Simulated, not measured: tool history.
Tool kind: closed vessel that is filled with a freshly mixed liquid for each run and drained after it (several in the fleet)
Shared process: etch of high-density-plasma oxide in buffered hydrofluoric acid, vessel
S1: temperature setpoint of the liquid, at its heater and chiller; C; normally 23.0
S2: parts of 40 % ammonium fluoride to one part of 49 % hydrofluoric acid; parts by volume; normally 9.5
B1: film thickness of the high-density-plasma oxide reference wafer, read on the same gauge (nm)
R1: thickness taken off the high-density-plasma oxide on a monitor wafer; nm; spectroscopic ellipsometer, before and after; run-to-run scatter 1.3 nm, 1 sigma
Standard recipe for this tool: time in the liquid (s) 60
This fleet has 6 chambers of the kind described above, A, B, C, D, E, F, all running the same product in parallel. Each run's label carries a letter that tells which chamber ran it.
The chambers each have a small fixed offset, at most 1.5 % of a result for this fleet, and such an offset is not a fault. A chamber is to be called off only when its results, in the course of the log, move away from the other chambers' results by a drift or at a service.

{"run": "1A", "day": 0.412, "S1": 23.0, "S2": 9.5, "time in the liquid (s)": 60, "B1": 99.983, "R1": 165.03}
{"run": "2E", "day": 0.817, "S1": 23.0, "S2": 9.5, "time in the liquid (s)": 60, "B1": 99.994, "R1": 157.94}
{"run": "3C", "day": 1.204, "S1": 23.0, "S2": 9.5, "time in the liquid (s)": 60, "B1": 100.02, "R1": 159.68}
{"run": "4D", "day": 1.654, "S1": 23.0, "S2": 9.5, "time in the liquid (s)": 60, "B1": 99.985, "R1": 162.4}
{"run": "5F", "day": 1.95, "S1": 23.0, "S2": 9.5, "time in the liquid (s)": 60, "B1": 100.03, "R1": 162.94}
{"run": "6B", "day": 2.279, "S1": 23.0, "S2": 9.5, "time in the liquid (s)": 60, "B1": 100.02, "R1": 161.23}
{"run": "7F", "day": 2.821, "S1": 23.0, "S2": 9.5, "time in the liquid (s)": 60, "B1": 100.02, "R1": 161.68}
{"run": "8A", "day": 3.408, "S1": 23.0, "S2": 9.5, "time in the liquid (s)": 40, "B1": 99.99, "R1": 106.7}
{"run": "9B", "day": 3.704, "S1": 23.0, "S2": 9.5, "time in the liquid (s)": 40, "B1": 99.971, "R1": 107.38}
{"run": "10E", "day": 4.142, "S1": 23.0, "S2": 9.5, "time in the liquid (s)": 40, "B1": 99.958, "R1": 105.63}
{"run": "11D", "day": 4.562, "S1": 23.0, "S2": 9.5, "time in the liquid (s)": 40, "B1": 99.968, "R1": 106.44}
{"run": "12C", "day": 4.867, "S1": 23.0, "S2": 9.5, "time in the liquid (s)": 40, "B1": 99.986, "R1": 105.32}
{"run": "13B", "day": 5.412, "S1": 23.0, "S2": 9.5, "time in the liquid (s)": 40, "B1": 99.979, "R1": 106.7}
{"run": "14D", "day": 5.842, "S1": 23.0, "S2": 9.5, "time in the liquid (s)": 60, "B1": 100.0, "R1": 160.2}
{"run": "15A", "day": 6.233, "S1": 23.0, "S2": 9.5, "time in the liquid (s)": 60, "B1": 100.0, "R1": 157.98}
{"run": "16F", "day": 6.854, "S1": 23.0, "S2": 9.5, "time in the liquid (s)": 60, "B1": 99.979, "R1": 162.0}
{"run": "17C", "day": 7.358, "S1": 23.0, "S2": 9.5, "time in the liquid (s)": 60, "B1": 100.01, "R1": 159.0}
{"run": "18E", "day": 7.717, "S1": 27.0, "S2": 9.5, "time in the liquid (s)": 60, "B1": 99.948, "R1": 194.85}
{"run": "19C", "day": 8.158, "S1": 27.0, "S2": 9.5, "time in the liquid (s)": 60, "B1": 99.954, "R1": 199.39}
{"run": "20B", "day": 8.679, "S1": 27.0, "S2": 9.5, "time in the liquid (s)": 60, "B1": 100.0, "R1": 198.14}
{"run": "21D", "day": 9.217, "S1": 27.0, "S2": 9.5, "time in the liquid (s)": 60, "B1": 100.01, "R1": 196.4}
{"day": 9.496, "done": "chamber C: hydrofluoric acid flow meter replaced"}
{"run": "22F", "day": 9.521, "S1": 27.0, "S2": 9.5, "time in the liquid (s)": 60, "B1": 100.0, "R1": 199.12}
{"run": "23E", "day": 9.912, "S1": 27.0, "S2": 9.5, "time in the liquid (s)": 60, "B1": 100.01, "R1": 196.22}
{"run": "24A", "day": 10.308, "S1": 23.0, "S2": 9.5, "time in the liquid (s)": 60, "B1": 99.973, "R1": 160.01}
{"run": "25D", "day": 10.617, "S1": 23.0, "S2": 12.0, "time in the liquid (s)": 60, "B1": 99.989, "R1": 128.63}
{"run": "26B", "day": 11.088, "S1": 23.0, "S2": 12.0, "time in the liquid (s)": 60, "B1": 100.01, "R1": 130.96}
{"run": "27E", "day": 11.396, "S1": 23.0, "S2": 12.0, "time in the liquid (s)": 60, "B1": 99.997, "R1": 129.29}
{"run": "28C", "day": 11.783, "S1": 23.0, "S2": 12.0, "time in the liquid (s)": 60, "B1": 100.03, "R1": 129.79}
{"run": "29F", "day": 12.408, "S1": 23.0, "S2": 12.0, "time in the liquid (s)": 60, "B1": 99.998, "R1": 132.14}
{"day": 12.538, "done": "chamber B: hydrofluoric acid flow meter replaced"}
{"run": "30A", "day": 12.721, "S1": 23.0, "S2": 12.0, "time in the liquid (s)": 60, "B1": 100.03, "R1": 129.93}
{"run": "31E", "day": 13.088, "S1": 23.0, "S2": 9.5, "time in the liquid (s)": 60, "B1": 99.999, "R1": 157.95}
{"run": "32A", "day": 13.488, "S1": 23.0, "S2": 9.5, "time in the liquid (s)": 60, "B1": 100.01, "R1": 161.34}
{"run": "33D", "day": 14.021, "S1": 23.0, "S2": 9.5, "time in the liquid (s)": 60, "B1": 100.02, "R1": 158.88}
{"run": "34C", "day": 14.592, "S1": 23.0, "S2": 9.5, "time in the liquid (s)": 60, "B1": 100.06, "R1": 155.92}
{"run": "35F", "day": 15.217, "S1": 23.0, "S2": 9.5, "time in the liquid (s)": 60, "B1": 99.996, "R1": 160.75}
{"run": "36B", "day": 15.696, "S1": 23.0, "S2": 9.5, "time in the liquid (s)": 60, "B1": 100.02, "R1": 164.82}
{"run": "37B", "day": 16.012, "S1": 23.0, "S2": 6.0, "time in the liquid (s)": 60, "B1": 99.981, "R1": 254.13}
{"day": 16.196, "done": "chamber F: hydrofluoric acid flow meter replaced"}
{"run": "38F", "day": 16.612, "S1": 23.0, "S2": 6.0, "time in the liquid (s)": 60, "B1": 99.98, "R1": 252.94}
{"run": "39E", "day": 16.917, "S1": 23.0, "S2": 6.0, "time in the liquid (s)": 60, "B1": 100.02, "R1": 244.92}
{"run": "40D", "day": 17.288, "S1": 23.0, "S2": 6.0, "time in the liquid (s)": 60, "B1": 100.06, "R1": 245.39}
{"run": "41C", "day": 17.696, "S1": 23.0, "S2": 6.0, "time in the liquid (s)": 60, "B1": 99.987, "R1": 246.23}
{"run": "42A", "day": 17.988, "S1": 23.0, "S2": 6.0, "time in the liquid (s)": 60, "B1": 99.971, "R1": 251.85}
{"day": 18.221, "done": "chamber A: hydrofluoric acid flow meter replaced"}
{"run": "43C", "day": 18.521, "S1": 23.0, "S2": 9.5, "time in the liquid (s)": 60, "B1": 100.01, "R1": 160.62}
{"run": "44A", "day": 19.004, "S1": 23.0, "S2": 9.5, "time in the liquid (s)": 45, "B1": 99.984, "R1": 120.69}

Is one chamber off against the others, does the gauge drift, or is nothing wrong? If a chamber is off, say which, and what the likeliest cause is.

No chamber stands off beyond its own small offset, and the gauge holds steady.
